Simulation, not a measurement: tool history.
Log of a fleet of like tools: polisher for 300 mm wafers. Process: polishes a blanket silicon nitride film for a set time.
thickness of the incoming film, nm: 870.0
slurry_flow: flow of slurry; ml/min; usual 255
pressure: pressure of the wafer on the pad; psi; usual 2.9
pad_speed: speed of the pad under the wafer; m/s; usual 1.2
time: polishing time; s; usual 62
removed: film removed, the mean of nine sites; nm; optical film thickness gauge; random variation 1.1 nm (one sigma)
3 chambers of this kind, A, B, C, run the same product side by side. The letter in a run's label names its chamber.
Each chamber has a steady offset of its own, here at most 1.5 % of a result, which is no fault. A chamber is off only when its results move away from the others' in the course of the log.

{"run": "1A", "hour": 13.6, "slurry_flow": 255, "pressure": 2.9, "pad_speed": 1.2, "time": 62, "removed": 82.491}
{"run": "2C", "hour": 27.1, "slurry_flow": 255, "pressure": 2.9, "pad_speed": 1.2, "time": 62, "removed": 82.018}
{"run": "3B", "hour": 39.4, "slurry_flow": 255, "pressure": 2.9, "pad_speed": 1.2, "time": 62, "removed": 81.838}
{"run": "4A", "hour": 46.5, "slurry_flow": 255, "pressure": 2.9, "pad_speed": 1.2, "time": 62, "removed": 83.314}
{"hour": 54.0, "done": "chamber B: slurry nozzle cleaned"}
{"run": "5B", "hour": 54.2, "slurry_flow": 255, "pressure": 2.9, "pad_speed": 1.2, "time": 62, "removed": 82.063}
{"hour": 57.1, "done": "chamber B: worn pad replaced by a new one"}
{"run": "6C", "hour": 64.5, "slurry_flow": 255, "pressure": 2.9, "pad_speed": 1.2, "time": 62, "removed": 84.925}
{"run": "7A", "hour": 73.7, "slurry_flow": 255, "pressure": 2.9, "pad_speed": 1.2, "time": 62, "removed": 83.105}
{"run": "8C", "hour": 88.4, "slurry_flow": 285, "pressure": 2.9, "pad_speed": 1.46, "time": 62, "removed": 97.85}
{"run": "9B", "hour": 98.5, "slurry_flow": 285, "pressure": 2.9, "pad_speed": 1.46, "time": 62, "removed": 98.152}
{"hour": 110.3, "done": "chamber A: slurry nozzle cleaned"}
{"run": "10C", "hour": 113.4, "slurry_flow": 285, "pressure": 2.9, "pad_speed": 1.46, "time": 62, "removed": 97.588}
{"hour": 124.3, "done": "chamber C: worn pad replaced by a new one"}
{"run": "11B", "hour": 127.9, "slurry_flow": 255, "pressure": 2.9, "pad_speed": 1.2, "time": 62, "removed": 81.693}
{"hour": 132.4, "done": "chamber B: worn pad replaced by a new one"}
{"run": "12A", "hour": 140.4, "slurry_flow": 255, "pressure": 2.9, "pad_speed": 1.2, "time": 62, "removed": 81.974}
{"run": "13A", "hour": 150.5, "slurry_flow": 255, "pressure": 2.9, "pad_speed": 1.2, "time": 62, "removed": 80.904}
{"run": "14B", "hour": 158.0, "slurry_flow": 255, "pressure": 2.9, "pad_speed": 1.2, "time": 62, "removed": 84.019}
{"run": "15C", "hour": 165.6, "slurry_flow": 255, "pressure": 2.9, "pad_speed": 1.2, "time": 62, "removed": 83.419}
{"run": "16A", "hour": 180.7, "slurry_flow": 255, "pressure": 2.9, "pad_speed": 1.2, "time": 62, "removed": 79.139}
{"run": "17B", "hour": 195.6, "slurry_flow": 255, "pressure": 2.9, "pad_speed": 1.2, "time": 62, "removed": 83.05}
{"run": "18C", "hour": 210.3, "slurry_flow": 255, "pressure": 2.9, "pad_speed": 1.2, "time": 62, "removed": 81.338}
{"hour": 213.0, "done": "chamber B: worn pad replaced by a new one"}
{"run": "19A", "hour": 217.9, "slurry_flow": 255, "pressure": 2.9, "pad_speed": 1.2, "time": 62, "removed": 78.018}
{"hour": 223.1, "done": "chamber B: head pressure recalibrated"}
{"run": "20C", "hour": 225.8, "slurry_flow": 255, "pressure": 2.9, "pad_speed": 1.2, "time": 62, "removed": 83.711}
{"run": "21B", "hour": 238.8, "slurry_flow": 255, "pressure": 2.9, "pad_speed": 1.2, "time": 62, "removed": 82.582}
{"run": "22B", "hour": 247.8, "slurry_flow": 255, "pressure": 2.9, "pad_speed": 1.2, "time": 62, "removed": 81.728}
{"hour": 248.9, "done": "chamber C: worn pad replaced by a new one"}
{"run": "23C", "hour": 260.5, "slurry_flow": 255, "pressure": 2.9, "pad_speed": 1.2, "time": 62, "removed": 81.824}
{"run": "24A", "hour": 267.9, "slurry_flow": 195, "pressure": 2.9, "pad_speed": 0.84, "time": 62, "removed": 55.439}
{"run": "25B", "hour": 281.6, "slurry_flow": 195, "pressure": 2.9, "pad_speed": 0.84, "time": 62, "removed": 59.9}
{"hour": 295.0, "done": "chamber B: worn pad replaced by a new one"}
{"run": "26A", "hour": 296.2, "slurry_flow": 195, "pressure": 2.9, "pad_speed": 0.84, "time": 62, "removed": 56.25}
{"run": "27C", "hour": 307.9, "slurry_flow": 255, "pressure": 2.9, "pad_speed": 1.2, "time": 62, "removed": 83.214}
{"run": "28B", "hour": 322.7, "slurry_flow": 255, "pressure": 2.9, "pad_speed": 1.2, "time": 62, "removed": 82.36}
{"run": "29A", "hour": 332.3, "slurry_flow": 255, "pressure": 2.9, "pad_speed": 1.2, "time": 62, "removed": 78.041}
{"run": "30C", "hour": 347.4, "slurry_flow": 255, "pressure": 2.9, "pad_speed": 1.2, "time": 62, "removed": 85.143}
{"run": "31C", "hour": 357.9, "slurry_flow": 255, "pressure": 2.9, "pad_speed": 1.2, "time": 62, "removed": 82.143}
{"run": "32A", "hour": 365.0, "slurry_flow": 210, "pressure": 2.9, "pad_speed": 1.2, "time": 62, "removed": 74.991}
{"run": "33B", "hour": 376.8, "slurry_flow": 210, "pressure": 2.9, "pad_speed": 1.2, "time": 62, "removed": 82.116}
{"hour": 379.0, "done": "chamber B: worn pad replaced by a new one"}
{"run": "34B", "hour": 389.7, "slurry_flow": 210, "pressure": 2.9, "pad_speed": 1.2, "time": 62, "removed": 80.704}

Next, every chamber runs the same settings. What will each give?
{"run": "35A", "hour": 400.6, "slurry_flow": 255, "pressure": 2.9, "pad_speed": 1.08, "time": 62, "removed": "?"}
{"run": "35B", "hour": 400.6, "slurry_flow": 255, "pressure": 2.9, "pad_speed": 1.08, "time": 62, "removed": "?"}
{"run": "35C", "hour": 400.6, "slurry_flow": 255, "pressure": 2.9, "pad_speed": 1.08, "time": 62, "removed": "?"}

run=35A removed=70.344
run=35B removed=76.022
run=35C removed=74.612
